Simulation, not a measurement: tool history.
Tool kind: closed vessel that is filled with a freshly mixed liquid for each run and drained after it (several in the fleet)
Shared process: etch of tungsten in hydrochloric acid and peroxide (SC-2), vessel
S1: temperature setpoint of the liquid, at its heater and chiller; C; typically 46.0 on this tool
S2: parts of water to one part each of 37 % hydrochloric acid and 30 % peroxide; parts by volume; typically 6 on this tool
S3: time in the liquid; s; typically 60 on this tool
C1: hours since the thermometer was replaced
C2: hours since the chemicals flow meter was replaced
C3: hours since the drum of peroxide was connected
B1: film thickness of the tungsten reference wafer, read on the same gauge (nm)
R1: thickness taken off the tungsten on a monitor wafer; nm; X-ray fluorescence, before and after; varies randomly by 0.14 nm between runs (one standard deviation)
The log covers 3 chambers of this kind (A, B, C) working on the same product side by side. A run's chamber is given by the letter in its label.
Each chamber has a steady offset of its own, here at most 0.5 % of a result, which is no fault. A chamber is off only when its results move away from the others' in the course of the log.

{"run": "1A", "hour": 7.7, "S1": 46.0, "S2": 6, "S3": 60, "C1": 130.3, "C2": 489.5, "C3": 321.2, "B1": 129.98, "R1": 25.595}
{"run": "2C", "hour": 14.3, "S1": 46.0, "S2": 6, "S3": 60, "C1": 93.6, "C2": 303.7, "C3": 467.7, "B1": 130.02, "R1": 25.918}
{"run": "3B", "hour": 20.0, "S1": 46.0, "S2": 6, "S3": 60, "C1": 2280.8, "C2": 158.8, "C3": 734.6, "B1": 130.01, "R1": 25.973}
{"run": "4B", "hour": 26.3, "S1": 46.0, "S2": 6, "S3": 60, "C1": 2287.1, "C2": 165.1, "C3": 740.9, "B1": 130.0, "R1": 25.798}
{"run": "5C", "hour": 35.6, "S1": 46.0, "S2": 6, "S3": 60, "C1": 114.9, "C2": 325.0, "C3": 489.0, "B1": 130.03, "R1": 25.714}
{"run": "6A", "hour": 45.1, "S1": 46.0, "S2": 6, "S3": 60, "C1": 167.7, "C2": 526.9, "C3": 358.6, "B1": 130.0, "R1": 25.98}
{"run": "7C", "hour": 55.9, "S1": 46.0, "S2": 6, "S3": 60, "C1": 135.2, "C2": 345.3, "C3": 509.3, "B1": 130.01, "R1": 25.609}
{"run": "8A", "hour": 63.2, "S1": 46.0, "S2": 6, "S3": 75, "C1": 185.8, "C2": 545.0, "C3": 376.7, "B1": 129.99, "R1": 32.316}
{"run": "9B", "hour": 70.6, "S1": 46.0, "S2": 6, "S3": 75, "C1": 2331.4, "C2": 209.4, "C3": 785.2, "B1": 130.01, "R1": 32.217}
{"run": "10B", "hour": 75.8, "S1": 46.0, "S2": 6, "S3": 75, "C1": 2336.6, "C2": 214.6, "C3": 790.4, "B1": 130.0, "R1": 32.138}
{"hour": 82.7, "done": "chamber C: new drum of peroxide connected"}
{"run": "11A", "hour": 83.0, "S1": 46.0, "S2": 6, "S3": 60, "C1": 205.6, "C2": 564.8, "C3": 396.5, "B1": 130.01, "R1": 25.785}
{"hour": 83.9, "done": "chamber A: new drum of peroxide connected"}
{"run": "12C", "hour": 89.5, "S1": 46.0, "S2": 6, "S3": 60, "C1": 168.8, "C2": 378.9, "C3": 6.8, "B1": 130.0, "R1": 25.519}
{"run": "13C", "hour": 96.6, "S1": 46.0, "S2": 6, "S3": 60, "C1": 175.9, "C2": 386.0, "C3": 13.9, "B1": 129.99, "R1": 25.934}
{"run": "14A", "hour": 106.6, "S1": 46.0, "S2": 6, "S3": 60, "C1": 229.2, "C2": 588.4, "C3": 22.7, "B1": 129.98, "R1": 25.794}
{"hour": 111.3, "done": "chamber A: chemicals flow meter replaced"}
{"run": "15B", "hour": 116.8, "S1": 46.0, "S2": 6, "S3": 60, "C1": 2377.6, "C2": 255.6, "C3": 831.4, "B1": 130.01, "R1": 25.803}
{"run": "16C", "hour": 124.3, "S1": 53.5, "S2": 6, "S3": 90, "C1": 203.6, "C2": 413.7, "C3": 41.6, "B1": 130.0, "R1": 63.068}
{"run": "17B", "hour": 135.0, "S1": 53.5, "S2": 6, "S3": 90, "C1": 2395.8, "C2": 273.8, "C3": 849.6, "B1": 129.99, "R1": 62.874}
{"run": "18A", "hour": 141.1, "S1": 53.5, "S2": 6, "S3": 90, "C1": 263.7, "C2": 29.8, "C3": 57.2, "B1": 130.0, "R1": 64.399}
{"run": "19C", "hour": 151.2, "S1": 46.0, "S2": 6, "S3": 60, "C1": 230.5, "C2": 440.6, "C3": 68.5, "B1": 129.99, "R1": 25.246}
{"run": "20A", "hour": 159.8, "S1": 49.5, "S2": 6, "S3": 60, "C1": 282.4, "C2": 48.5, "C3": 75.9, "B1": 130.01, "R1": 32.457}
{"run": "21B", "hour": 166.8, "S1": 49.5, "S2": 6, "S3": 60, "C1": 2427.6, "C2": 305.6, "C3": 881.4, "B1": 130.0, "R1": 32.37}
{"run": "22A", "hour": 178.0, "S1": 49.5, "S2": 6, "S3": 60, "C1": 300.6, "C2": 66.7, "C3": 94.1, "B1": 129.98, "R1": 32.63}
{"run": "23C", "hour": 186.3, "S1": 46.0, "S2": 6, "S3": 60, "C1": 265.6, "C2": 475.7, "C3": 103.6, "B1": 130.02, "R1": 25.139}
{"run": "24B", "hour": 192.1, "S1": 46.0, "S2": 6, "S3": 60, "C1": 2452.9, "C2": 330.9, "C3": 906.7, "B1": 130.01, "R1": 25.517}
{"run": "25A", "hour": 199.0, "S1": 46.0, "S2": 6, "S3": 60, "C1": 321.6, "C2": 87.7, "C3": 115.1, "B1": 130.01, "R1": 25.677}
{"run": "26C", "hour": 205.0, "S1": 42.0, "S2": 6, "S3": 80, "C1": 284.3, "C2": 494.4, "C3": 122.3, "B1": 130.0, "R1": 25.346}
{"run": "27B", "hour": 212.5, "S1": 42.0, "S2": 6, "S3": 80, "C1": 2473.3, "C2": 351.3, "C3": 927.1, "B1": 129.98, "R1": 25.93}
{"run": "28A", "hour": 219.2, "S1": 42.0, "S2": 6, "S3": 80, "C1": 341.8, "C2": 107.9, "C3": 135.3, "B1": 130.0, "R1": 25.933}
{"run": "29C", "hour": 225.4, "S1": 46.0, "S2": 6, "S3": 60, "C1": 304.7, "C2": 514.8, "C3": 142.7, "B1": 130.0, "R1": 24.78}
{"run": "30B", "hour": 234.9, "S1": 51.5, "S2": 4, "S3": 60, "C1": 2495.7, "C2": 373.7, "C3": 949.5, "B1": 129.99, "R1": 49.93}
{"run": "31A", "hour": 240.5, "S1": 51.5, "S2": 4, "S3": 60, "C1": 363.1, "C2": 129.2, "C3": 156.6, "B1": 130.0, "R1": 49.369}
{"hour": 246.4, "done": "chamber C: chemicals flow meter replaced"}
{"run": "32B", "hour": 249.6, "S1": 51.5, "S2": 4, "S3": 60, "C1": 2510.4, "C2": 388.4, "C3": 964.2, "B1": 129.99, "R1": 49.542}
{"run": "33C", "hour": 255.6, "S1": 46.0, "S2": 6, "S3": 60, "C1": 334.9, "C2": 9.2, "C3": 172.9, "B1": 130.01, "R1": 24.339}
{"run": "34B", "hour": 262.8, "S1": 46.0, "S2": 6, "S3": 60, "C1": 2523.6, "C2": 401.6, "C3": 977.4, "B1": 130.0, "R1": 25.607}
{"run": "35C", "hour": 273.9, "S1": 46.0, "S2": 6, "S3": 60, "C1": 353.2, "C2": 27.5, "C3": 191.2, "B1": 130.0, "R1": 24.332}
{"run": "36A", "hour": 283.0, "S1": 46.0, "S2": 6, "S3": 60, "C1": 405.6, "C2": 171.7, "C3": 199.1, "B1": 130.01, "R1": 25.686}

Read the log: is a single chamber off, either drifting away or since a service, is the gauge that measures every chamber drifting, or is nothing wrong beyond small per-chamber offsets? Name any odd chamber and what most likely caused it.

Little by little, chamber C moves away from the other chambers.
Most likely cause: liquid colder than its thermometer reads (K) = 0.82.
Not necessarily distinguishable in this log from: peroxide weaker than its label (%).

Chamber C could run next with any of the 4 candidate recipes listed below; each alters the usual settings, and their results appear as question marks. Which one brings its results back in line with what the other chambers deliver on the usual settings?
Allowed miss from the other chambers' usual-settings mean, per result, to count as in line: R1 0.480 nm
{"run": "37C-1", "hour": 291.2, "S1": 46.0, "S2": 6.5, "S3": 60, "R1": "?"}
{"run": "37C-2", "hour": 291.2, "S1": 44.5, "S2": 6.0, "S3": 60, "R1": "?"}
{"run": "37C-3", "hour": 291.2, "S1": 47.5, "S2": 6.0, "S3": 60, "R1": "?"}
{"run": "37C-4", "hour": 291.2, "S1": 46.0, "S2": 5.5, "S3": 60, "R1": "?"}

Mean of the other chambers on the usual settings: R1 25.747 nm
run=37C-1 R1=22.823
run=37C-2 R1=21.915
run=37C-3 R1=26.858
run=37C-4 R1=25.919
37C-4 is the one that brings the chamber's results back in line with the other chambers.
